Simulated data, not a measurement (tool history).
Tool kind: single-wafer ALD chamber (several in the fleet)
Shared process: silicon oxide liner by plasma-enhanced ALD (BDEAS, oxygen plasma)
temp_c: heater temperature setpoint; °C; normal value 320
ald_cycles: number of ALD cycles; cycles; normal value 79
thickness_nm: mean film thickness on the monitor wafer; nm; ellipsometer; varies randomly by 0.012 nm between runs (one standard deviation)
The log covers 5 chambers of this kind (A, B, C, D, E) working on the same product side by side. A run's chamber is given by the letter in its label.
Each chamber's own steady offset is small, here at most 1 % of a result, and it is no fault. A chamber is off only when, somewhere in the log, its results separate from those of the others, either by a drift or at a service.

run	hour	temp_c	ald_cycles	read-back reference wafer on the same gauge, thickness_nm	thickness_nm
1B	3.8	320	79	7.8473	7.0655
2D	6.2	320	79	7.8441	7.1920
3A	10.6	320	79	7.8471	7.0816
4E	14.1	320	79	7.8377	7.1031
5C	18.1	320	79	7.8417	7.0985
6B	22.0	320	79	7.8397	7.0627
7D	24.3	320	79	7.8394	7.1594
8E	27.8	325	79	7.8365	7.0569
9C	31.7	325	79	7.8342	7.0298
10A	33.9	325	79	7.8361	7.0430
11B	37.9	325	79	7.8308	6.9970
12D	40.7	325	79	7.8268	7.0986
13E	42.6	320	79	7.8269	7.1000
14C	46.4	320	79	7.8290	7.0822
15A	50.1	320	79	7.8260	7.0836
16C	53.7	320	79	7.8244	7.0957
17E	56.4	320	79	7.8229	7.0827
18D	59.1	320	79	7.8215	7.1462
19A	62.2	320	79	7.8170	7.0698
20B	64.9	313	87	7.8196	7.8539
21D	66.9	313	87	7.8177	7.9614
22E	70.8	313	87	7.8181	7.8732
23B	72.8	313	87	7.8097	7.8237
24C	76.0	313	87	7.8116	7.8754
25A	78.8	320	79	7.8116	7.0724
26A	81.4	315	79	7.8076	7.1425
27B	83.4	315	79	7.8098	7.0955
28C	87.2	315	79	7.8048	7.1241
29D	89.3	315	79	7.8073	7.2044
30E	93.4	315	79	7.8018	7.1256
31B	97.0	320	79	7.8048	7.0302
32A	99.6	320	79	7.7961	7.0531
33C	101.9	320	79	7.7984	7.0866
34D	104.2	320	79	7.8032	7.1523
35E	108.7	320	79	7.7960	7.0865

Predict what each chamber gives when all 5 of them run the settings below next.
36A	111.9	320	79		?
36B	111.9	320	79		?
36C	111.9	320	79		?
36D	111.9	320	79		?
36E	111.9	320	79		?

run	thickness_nm
36A	7.0499
36B	7.0363
36C	7.0942
36D	7.1277
36E	7.0625

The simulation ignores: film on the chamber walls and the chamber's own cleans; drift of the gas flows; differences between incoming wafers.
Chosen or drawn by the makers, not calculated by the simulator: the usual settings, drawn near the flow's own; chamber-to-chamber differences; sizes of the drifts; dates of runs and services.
